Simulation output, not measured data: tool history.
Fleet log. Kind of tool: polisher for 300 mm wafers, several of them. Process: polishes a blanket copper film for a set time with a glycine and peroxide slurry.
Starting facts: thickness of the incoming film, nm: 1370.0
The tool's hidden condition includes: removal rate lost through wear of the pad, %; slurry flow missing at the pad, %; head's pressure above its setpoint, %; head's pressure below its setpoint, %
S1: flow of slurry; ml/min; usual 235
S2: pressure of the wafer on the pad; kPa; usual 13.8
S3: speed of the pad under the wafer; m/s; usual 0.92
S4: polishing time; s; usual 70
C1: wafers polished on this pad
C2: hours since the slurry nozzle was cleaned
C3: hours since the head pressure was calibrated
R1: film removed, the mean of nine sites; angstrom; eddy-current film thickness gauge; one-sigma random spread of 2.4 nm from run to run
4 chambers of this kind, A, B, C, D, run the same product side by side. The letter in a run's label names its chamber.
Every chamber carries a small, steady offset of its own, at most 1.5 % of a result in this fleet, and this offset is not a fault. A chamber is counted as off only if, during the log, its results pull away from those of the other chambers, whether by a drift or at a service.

run   hour   S1    S2    S3  S4    C1     C2     C3      R1
 1C    9.6  235  13.8  0.92  70   797   20.6  279.1  2964.9
 2D   23.9  235  13.8  0.92  70   868  503.1  504.4  2953.3
      35.9  -- chamber C: worn pad replaced by a new one
 3A   38.0  235  13.8  0.92  70   802  195.8  112.4  2935.8
      39.1  -- chamber C: head pressure recalibrated
      45.9  -- chamber B: worn pad replaced by a new one
 4B   53.1  235  13.8  0.92  70    77  206.9  149.4  2952.6
      62.1  -- chamber A: worn pad replaced by a new one
      62.8  -- chamber D: slurry nozzle cleaned
 5D   68.6  235  13.8  0.92  70  1347    5.8  549.1  2940.1
 6A   79.6  235  13.8  0.92  70   188  237.4  154.0  2926.1
 7B   94.2  235  13.8  0.92  70   517  248.0  190.5  2968.8
 8C  106.1  185  11.0  0.92  70   752  117.1   67.1  2428.3
     108.3  -- chamber A: slurry nozzle cleaned
     113.8  -- chamber C: worn pad replaced by a new one
 9A  122.1  185  11.0  0.92  70   643   13.9  196.5  2413.3
10C  136.3  185  11.0  0.92  70   241  147.3   97.3  2396.1
     143.0  -- chamber B: worn pad replaced by a new one
     145.1  -- chamber A: worn pad replaced by a new one
11B  149.6  185  11.0  0.92  70    71  303.4  245.9  2473.1
12D  160.8  235  13.8  0.92  70  2334   98.0  641.3  2922.0
13A  170.1  235  13.8  0.92  70   268   61.9  244.5  2946.2
14D  183.0  235  13.8  0.92  70  2572  120.2  663.5  2913.6
15C  190.3  235  13.8  0.92  70   820  201.3  151.3  2954.6
16B  201.3  235  13.8  0.92  70   625  355.1  297.6  3015.8
     204.6  -- chamber C: worn pad replaced by a new one
17A  217.8  235  13.8  0.92  70   779  109.6  292.2  2932.4
     219.4  -- chamber B: worn pad replaced by a new one
18C  232.9  235  13.8  0.92  70   303  243.9  193.9  2996.4
     238.9  -- chamber A: worn pad replaced by a new one
19B  244.2  235  13.8  0.92  70   265  398.0  340.5  2940.4
20D  259.2  235  13.8  0.68  83  3388  196.4  739.7  2704.2
21C  267.1  235  13.8  0.68  83   669  278.1  228.1  2778.1
     283.6  -- chamber C: worn pad replaced by a new one
22D  283.9  235  13.8  0.68  83  3653  221.1  764.4  2723.0
23A  294.9  235  13.8  0.68  83   599  186.7  369.3  2810.7
     305.2  -- chamber D: head pressure recalibrated
     306.0  -- chamber B: worn pad replaced by a new one
24B  307.5  235  13.8  0.92  70    16  461.3  403.8  2973.1
     316.1  -- chamber A: slurry nozzle cleaned
25B  319.1  235  13.8  0.92  70   140  472.9  415.4  2910.6
     327.4  -- chamber A: worn pad replaced by a new one
26C  329.9  235  13.8  0.92  70   496  340.9  290.9  2960.7
27D  339.9  235  13.8  0.92  70  4252  277.1   34.8  2800.2
     343.8  -- chamber C: slurry nozzle cleaned
     350.4  -- chamber C: head pressure recalibrated
28A  353.7  235  13.8  0.92  70   281   37.6  428.1  2928.5
29D  365.2  235  13.8  0.92  70  4523  302.4   60.1  2762.8
     367.4  -- chamber C: worn pad replaced by a new one
30C  377.1  235  13.8  0.92  70   104   33.4   26.7  3000.1
31B  389.5  235  13.8  0.92  70   894  543.3  485.8  2966.2
     393.4  -- chamber B: slurry nozzle cleaned
32A  400.2  235  13.8  0.92  70   779   84.1  474.6  2912.6
     404.5  -- chamber B: worn pad replaced by a new one
33A  411.5  235  13.8  0.92  70   900   95.4  485.9  2920.3
34D  420.0  235  13.8  0.92  70  5110  357.2  114.9  2712.3
35C  434.3  235  13.8  0.92  70   717   90.6   83.9  2959.2
36B  442.3  235  13.8  0.92  70   405   48.9  538.6  2951.5

Each of the 4 chambers runs these same settings next. Fill in every chamber's results:
37A  454.3  165  13.8  0.92  70               ?
37B  454.3  165  13.8  0.92  70               ?
37C  454.3  165  13.8  0.92  70               ?
37D  454.3  165  13.8  0.92  70               ?

run      R1
37A  2780.4
37B  2867.4
37C  2777.0
37D  2605.6
